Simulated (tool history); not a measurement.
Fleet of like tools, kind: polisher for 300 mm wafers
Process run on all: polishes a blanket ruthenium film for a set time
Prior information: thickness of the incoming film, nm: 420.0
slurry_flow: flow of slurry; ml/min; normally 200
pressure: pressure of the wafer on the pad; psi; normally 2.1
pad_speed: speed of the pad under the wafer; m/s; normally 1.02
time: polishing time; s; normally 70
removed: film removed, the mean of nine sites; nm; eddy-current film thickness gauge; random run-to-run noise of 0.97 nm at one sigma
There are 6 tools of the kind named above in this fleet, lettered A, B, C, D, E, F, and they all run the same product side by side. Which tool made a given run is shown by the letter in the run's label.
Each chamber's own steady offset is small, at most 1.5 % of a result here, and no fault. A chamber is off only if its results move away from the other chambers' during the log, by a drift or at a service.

| run | hour | slurry_flow | pressure | pad_speed | time | wafers polished on this pad | hours since the slurry nozzle was cleaned | hours since the head pressure was calibrated | removed |
|---|---|---|---|---|---|---|---|---|---|
| 1F | 9.7 | 200 | 2.1 | 1.02 | 70 | 284 | 107.8 | 84.6 | 99.896 |
| 2E | 16.6 | 200 | 2.1 | 1.02 | 70 | 120 | 764.2 | 542.3 | 97.483 |
|  | 23.5 | chamber B: worn pad replaced by a new one |
| 3B | 24.1 | 200 | 2.1 | 1.02 | 70 | 4 | 228.5 | 1444.2 | 98.717 |
| 4A | 35.9 | 200 | 2.1 | 1.02 | 70 | 502 | 226.1 | 752.4 | 99.303 |
|  | 45.8 | chamber A: head pressure recalibrated |
| 5C | 47.2 | 200 | 2.1 | 1.02 | 70 | 441 | 82.1 | 116.3 | 98.703 |
| 6D | 57.9 | 200 | 2.1 | 1.02 | 70 | 619 | 360.3 | 617.5 | 102.300 |
| 7A | 64.3 | 265 | 2.1 | 0.76 | 70 | 678 | 254.5 | 18.5 | 75.987 |
|  | 69.3 | chamber D: worn pad replaced by a new one |
| 8E | 71.8 | 265 | 2.1 | 0.76 | 70 | 464 | 819.4 | 597.5 | 74.710 |
| 9D | 79.3 | 265 | 2.1 | 0.76 | 70 | 62 | 381.7 | 638.9 | 77.392 |
| 10C | 88.8 | 265 | 2.1 | 0.76 | 70 | 700 | 123.7 | 157.9 | 76.657 |
| 11B | 96.3 | 265 | 2.1 | 0.76 | 70 | 453 | 300.7 | 1516.4 | 75.204 |
|  | 104.6 | chamber E: slurry nozzle cleaned |
| 12F | 107.4 | 265 | 2.1 | 0.76 | 70 | 892 | 205.5 | 182.3 | 76.897 |
|  | 109.5 | chamber B: head pressure recalibrated |
|  | 115.3 | chamber A: worn pad replaced by a new one |
| 13E | 118.3 | 200 | 2.1 | 1.02 | 70 | 753 | 13.8 | 644.0 | 97.784 |
|  | 124.1 | chamber C: worn pad replaced by a new one |
| 14C | 124.6 | 200 | 2.1 | 0.78 | 93 | 3 | 159.5 | 193.7 | 101.230 |
|  | 125.6 | chamber F: worn pad replaced by a new one |
| 15A | 135.7 | 200 | 2.1 | 0.78 | 93 | 127 | 325.9 | 89.9 | 101.630 |
|  | 140.7 | chamber D: head pressure recalibrated |
| 16B | 143.9 | 200 | 2.1 | 0.78 | 93 | 749 | 348.3 | 34.4 | 99.419 |
| 17F | 152.2 | 200 | 2.1 | 0.78 | 93 | 165 | 250.3 | 227.1 | 101.910 |
|  | 158.0 | chamber E: worn pad replaced by a new one |
| 18D | 160.4 | 200 | 2.1 | 0.78 | 93 | 567 | 462.8 | 19.8 | 100.840 |
| 19D | 170.4 | 200 | 2.1 | 0.78 | 93 | 629 | 472.8 | 29.8 | 101.420 |
| 20E | 181.0 | 200 | 2.1 | 1.02 | 70 | 143 | 76.5 | 706.7 | 100.820 |
|  | 189.4 | chamber B: worn pad replaced by a new one |
| 21F | 189.6 | 135 | 2.6 | 1.02 | 70 | 398 | 287.7 | 264.5 | 115.380 |
|  | 193.0 | chamber D: worn pad replaced by a new one |
|  | 198.9 | chamber D: slurry nozzle cleaned |
| 22C | 201.1 | 135 | 2.6 | 1.02 | 70 | 479 | 236.0 | 270.2 | 114.740 |
| 23B | 210.3 | 135 | 2.6 | 1.02 | 70 | 130 | 414.7 | 100.8 | 114.890 |
| 24A | 216.5 | 135 | 2.6 | 1.02 | 70 | 630 | 406.7 | 170.7 | 114.350 |
|  | 220.2 | chamber C: head pressure recalibrated |
| 25B | 229.5 | 135 | 2.6 | 1.02 | 70 | 249 | 433.9 | 120.0 | 113.570 |
| 26C | 236.5 | 135 | 2.6 | 1.02 | 70 | 700 | 271.4 | 16.4 | 114.480 |
| 27F | 246.3 | 200 | 2.1 | 1.02 | 70 | 751 | 344.4 | 321.2 | 99.295 |
|  | 256.4 | chamber A: worn pad replaced by a new one |
| 28A | 257.3 | 200 | 2.1 | 1.02 | 70 | 5 | 447.5 | 211.5 | 96.732 |
| 29E | 263.0 | 200 | 2.1 | 1.02 | 70 | 653 | 158.5 | 788.7 | 103.420 |
| 30D | 272.7 | 200 | 2.1 | 1.02 | 70 | 496 | 73.8 | 132.1 | 100.420 |
| 31A | 282.6 | 200 | 2.1 | 1.02 | 70 | 163 | 472.8 | 236.8 | 101.040 |
|  | 287.3 | chamber F: worn pad replaced by a new one |
|  | 289.9 | chamber C: worn pad replaced by a new one |
| 32D | 291.1 | 200 | 2.1 | 1.02 | 70 | 610 | 92.2 | 150.5 | 100.380 |
| 33E | 301.8 | 200 | 2.1 | 1.02 | 70 | 895 | 197.3 | 827.5 | 105.720 |
| 34C | 310.5 | 200 | 2.1 | 1.02 | 70 | 128 | 345.4 | 90.4 | 98.587 |
|  | 312.7 | chamber D: worn pad replaced by a new one |
| 35B | 317.0 | 200 | 2.1 | 1.02 | 70 | 794 | 521.4 | 207.5 | 97.684 |
| 36F | 322.7 | 200 | 2.1 | 1.02 | 70 | 220 | 420.8 | 397.6 | 100.290 |
|  | 332.3 | chamber A: slurry nozzle cleaned |
| 37F | 335.5 | 200 | 2.1 | 1.02 | 70 | 300 | 433.6 | 410.4 | 100.300 |
| 38C | 341.5 | 200 | 2.1 | 1.02 | 70 | 321 | 376.4 | 121.4 | 97.260 |
| 39A | 354.5 | 200 | 2.1 | 1.02 | 70 | 610 | 22.3 | 308.7 | 99.477 |
| 40D | 367.1 | 200 | 2.7 | 1.02 | 70 | 338 | 168.2 | 226.5 | 129.960 |

Is one chamber out of step, is the gauge drifting, or do the chambers differ by no more than their own small offsets? For an off chamber, give its letter and the likeliest cause.

It is chamber E that slowly wanders off from its peers.
What lies behind it: head's pressure above its setpoint, % = 11.1.

Below are 4 candidate recipes for chamber E's next run, each the usual settings with a change, their results shown as question marks. Which of them brings E's results back in line with what the other chambers give on the usual settings?
To be in line, a result may differ from the other chambers' mean on the usual settings by at most: removed 3.400 nm
| 41E-1 | 376.4 | 200 | 1.9 | 1.02 | 70 |  |  |  | ? |
| 41E-2 | 376.4 | 200 | 2.1 | 1.00 | 69 |  |  |  | ? |
| 41E-3 | 376.4 | 200 | 2.1 | 1.04 | 71 |  |  |  | ? |
| 41E-4 | 376.4 | 200 | 2.2 | 1.06 | 72 |  |  |  | ? |

Other chambers, usual settings, mean: removed 99.073 nm
| run | removed |
|---|---|
| 41E-1 | 99.734 |
| 41E-2 | 106.500 |
| 41E-3 | 114.020 |
| 41E-4 | 123.480 |
With 41E-1, the chamber falls back in line with the rest.

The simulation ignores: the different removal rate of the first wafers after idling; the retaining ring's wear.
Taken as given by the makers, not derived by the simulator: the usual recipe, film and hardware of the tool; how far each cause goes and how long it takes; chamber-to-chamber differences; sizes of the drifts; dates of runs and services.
